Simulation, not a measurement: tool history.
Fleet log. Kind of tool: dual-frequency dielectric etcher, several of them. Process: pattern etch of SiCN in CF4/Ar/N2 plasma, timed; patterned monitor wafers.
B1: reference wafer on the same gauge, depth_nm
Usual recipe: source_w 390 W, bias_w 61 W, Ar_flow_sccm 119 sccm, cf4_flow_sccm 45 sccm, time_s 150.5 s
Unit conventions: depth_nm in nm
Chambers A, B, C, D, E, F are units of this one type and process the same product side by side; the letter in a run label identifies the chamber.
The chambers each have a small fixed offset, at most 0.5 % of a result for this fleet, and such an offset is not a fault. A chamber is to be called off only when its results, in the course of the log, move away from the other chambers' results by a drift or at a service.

run 1F hour=14.6 | source_w=390 bias_w=61 Ar_flow_sccm=119 cf4_flow_sccm=45 time_s=150.5 | B1=112.57 | depth_nm=97.647
run 2B hour=26.9 | source_w=390 bias_w=61 Ar_flow_sccm=119 cf4_flow_sccm=45 time_s=150.5 | B1=112.49 | depth_nm=97.057
-- hour=29.3 chamber C: bias power generator calibrated
-- hour=30.2 chamber F: CF4 flow controller replaced
run 3C hour=39.3 | source_w=390 bias_w=61 Ar_flow_sccm=119 cf4_flow_sccm=45 time_s=150.5 | B1=112.5 | depth_nm=97.504
run 4D hour=51.2 | source_w=390 bias_w=61 Ar_flow_sccm=119 cf4_flow_sccm=45 time_s=150.5 | B1=112.49 | depth_nm=97.859
run 5E hour=65 | source_w=390 bias_w=61 Ar_flow_sccm=119 cf4_flow_sccm=45 time_s=150.5 | B1=112.43 | depth_nm=97.723
-- hour=66.5 chamber E: source power generator calibrated
run 6A hour=75.5 | source_w=340 bias_w=61 Ar_flow_sccm=119 cf4_flow_sccm=45 time_s=150.5 | B1=112.43 | depth_nm=86.33
run 7D hour=89 | source_w=340 bias_w=61 Ar_flow_sccm=119 cf4_flow_sccm=45 time_s=150.5 | B1=112.47 | depth_nm=86.265
run 8F hour=96.3 | source_w=340 bias_w=61 Ar_flow_sccm=119 cf4_flow_sccm=45 time_s=150.5 | B1=112.48 | depth_nm=86.367
run 9B hour=103.7 | source_w=340 bias_w=61 Ar_flow_sccm=119 cf4_flow_sccm=45 time_s=150.5 | B1=112.49 | depth_nm=86.566
run 10C hour=117 | source_w=340 bias_w=61 Ar_flow_sccm=119 cf4_flow_sccm=45 time_s=150.5 | B1=112.5 | depth_nm=86.201
-- hour=118.1 chamber D: wet clean of the chamber
run 11E hour=125 | source_w=340 bias_w=61 Ar_flow_sccm=119 cf4_flow_sccm=45 time_s=150.5 | B1=112.5 | depth_nm=86.583
run 12A hour=134.2 | source_w=390 bias_w=61 Ar_flow_sccm=119 cf4_flow_sccm=45 time_s=150.5 | B1=112.44 | depth_nm=96.706
run 13C hour=144.1 | source_w=390 bias_w=61 Ar_flow_sccm=119 cf4_flow_sccm=45 time_s=150.5 | B1=112.45 | depth_nm=97.251
run 14F hour=158.1 | source_w=390 bias_w=61 Ar_flow_sccm=119 cf4_flow_sccm=45 time_s=150.5 | B1=112.5 | depth_nm=97.683
run 15B hour=166.1 | source_w=390 bias_w=61 Ar_flow_sccm=119 cf4_flow_sccm=45 time_s=150.5 | B1=112.55 | depth_nm=97.411
run 16A hour=175.6 | source_w=390 bias_w=61 Ar_flow_sccm=119 cf4_flow_sccm=45 time_s=150.5 | B1=112.55 | depth_nm=97.535
run 17E hour=188.4 | source_w=390 bias_w=61 Ar_flow_sccm=119 cf4_flow_sccm=45 time_s=150.5 | B1=112.52 | depth_nm=98.175
-- hour=201.6 chamber D: source power generator calibrated
run 18D hour=202 | source_w=390 bias_w=61 Ar_flow_sccm=119 cf4_flow_sccm=45 time_s=150.5 | B1=112.54 | depth_nm=97.523
-- hour=213.8 chamber F: wet clean of the chamber
run 19D hour=214.4 | source_w=390 bias_w=61 Ar_flow_sccm=119 cf4_flow_sccm=45 time_s=150.5 | B1=112.42 | depth_nm=97.395
run 20C hour=225.6 | source_w=390 bias_w=61 Ar_flow_sccm=119 cf4_flow_sccm=45 time_s=150.5 | B1=112.45 | depth_nm=97.526
run 21A hour=236.3 | source_w=390 bias_w=61 Ar_flow_sccm=119 cf4_flow_sccm=45 time_s=150.5 | B1=112.56 | depth_nm=97.379
run 22E hour=245.5 | source_w=390 bias_w=61 Ar_flow_sccm=119 cf4_flow_sccm=45 time_s=150.5 | B1=112.44 | depth_nm=97.484
run 23B hour=254.1 | source_w=390 bias_w=61 Ar_flow_sccm=119 cf4_flow_sccm=45 time_s=150.5 | B1=112.55 | depth_nm=97.46
-- hour=259.6 chamber A: wet clean of the chamber
run 24F hour=264.1 | source_w=390 bias_w=61 Ar_flow_sccm=119 cf4_flow_sccm=45 time_s=150.5 | B1=112.49 | depth_nm=100.79
run 25B hour=273.4 | source_w=460 bias_w=61 Ar_flow_sccm=119 cf4_flow_sccm=45 time_s=192 | B1=112.54 | depth_nm=144.18
run 26A hour=281.7 | source_w=460 bias_w=61 Ar_flow_sccm=119 cf4_flow_sccm=45 time_s=192 | B1=112.52 | depth_nm=142.56
run 27F hour=289.2 | source_w=460 bias_w=61 Ar_flow_sccm=119 cf4_flow_sccm=45 time_s=192 | B1=112.47 | depth_nm=148.47
run 28C hour=303.4 | source_w=460 bias_w=61 Ar_flow_sccm=119 cf4_flow_sccm=45 time_s=192 | B1=112.48 | depth_nm=143.01
run 29D hour=314.3 | source_w=460 bias_w=61 Ar_flow_sccm=119 cf4_flow_sccm=45 time_s=192 | B1=112.54 | depth_nm=143.95
run 30E hour=321.2 | source_w=460 bias_w=61 Ar_flow_sccm=119 cf4_flow_sccm=45 time_s=192 | B1=112.4 | depth_nm=144.07
-- hour=327.2 chamber B: wet clean of the chamber
run 31E hour=327.6 | source_w=390 bias_w=61 Ar_flow_sccm=119 cf4_flow_sccm=45 time_s=150.5 | B1=112.46 | depth_nm=97.291
run 32B hour=337.2 | source_w=390 bias_w=61 Ar_flow_sccm=119 cf4_flow_sccm=45 time_s=150.5 | B1=112.54 | depth_nm=97.801
run 33A hour=345.6 | source_w=390 bias_w=61 Ar_flow_sccm=94 cf4_flow_sccm=45 time_s=124 | B1=112.56 | depth_nm=83.426
run 34D hour=353.3 | source_w=390 bias_w=61 Ar_flow_sccm=94 cf4_flow_sccm=45 time_s=124 | B1=112.51 | depth_nm=83.764
run 35F hour=366.9 | source_w=390 bias_w=61 Ar_flow_sccm=94 cf4_flow_sccm=45 time_s=124 | B1=112.53 | depth_nm=85.857
-- hour=375.4 chamber D: Ar flow controller replaced
run 36C hour=380.3 | source_w=390 bias_w=61 Ar_flow_sccm=94 cf4_flow_sccm=45 time_s=124 | B1=112.56 | depth_nm=83.391
-- hour=388.9 chamber C: wet clean of the chamber
run 37A hour=391.2 | source_w=390 bias_w=61 Ar_flow_sccm=94 cf4_flow_sccm=45 time_s=124 | B1=112.54 | depth_nm=83.238
run 38D hour=400 | source_w=390 bias_w=61 Ar_flow_sccm=94 cf4_flow_sccm=45 time_s=124 | B1=112.49 | depth_nm=83.683
run 39C hour=412.8 | source_w=390 bias_w=61 Ar_flow_sccm=119 cf4_flow_sccm=54 time_s=150.5 | B1=112.55 | depth_nm=99.96
run 40F hour=419.5 | source_w=390 bias_w=61 Ar_flow_sccm=119 cf4_flow_sccm=54 time_s=150.5 | B1=112.48 | depth_nm=103.41

The same settings go to every chamber for the next run, one line per chamber below. Forecast the results for each:
run 41A hour=430 | source_w=300 bias_w=61 Ar_flow_sccm=119 cf4_flow_sccm=45 time_s=150.5 | depth_nm=?
run 41B hour=430 | source_w=300 bias_w=61 Ar_flow_sccm=119 cf4_flow_sccm=45 time_s=150.5 | depth_nm=?
run 41C hour=430 | source_w=300 bias_w=61 Ar_flow_sccm=119 cf4_flow_sccm=45 time_s=150.5 | depth_nm=?
run 41D hour=430 | source_w=300 bias_w=61 Ar_flow_sccm=119 cf4_flow_sccm=45 time_s=150.5 | depth_nm=?
run 41E hour=430 | source_w=300 bias_w=61 Ar_flow_sccm=119 cf4_flow_sccm=45 time_s=150.5 | depth_nm=?
run 41F hour=430 | source_w=300 bias_w=61 Ar_flow_sccm=119 cf4_flow_sccm=45 time_s=150.5 | depth_nm=?

run=41A depth_nm=77.559
run=41B depth_nm=77.11
run=41C depth_nm=77.224
run=41D depth_nm=77.835
run=41E depth_nm=77.312
run=41F depth_nm=79.988

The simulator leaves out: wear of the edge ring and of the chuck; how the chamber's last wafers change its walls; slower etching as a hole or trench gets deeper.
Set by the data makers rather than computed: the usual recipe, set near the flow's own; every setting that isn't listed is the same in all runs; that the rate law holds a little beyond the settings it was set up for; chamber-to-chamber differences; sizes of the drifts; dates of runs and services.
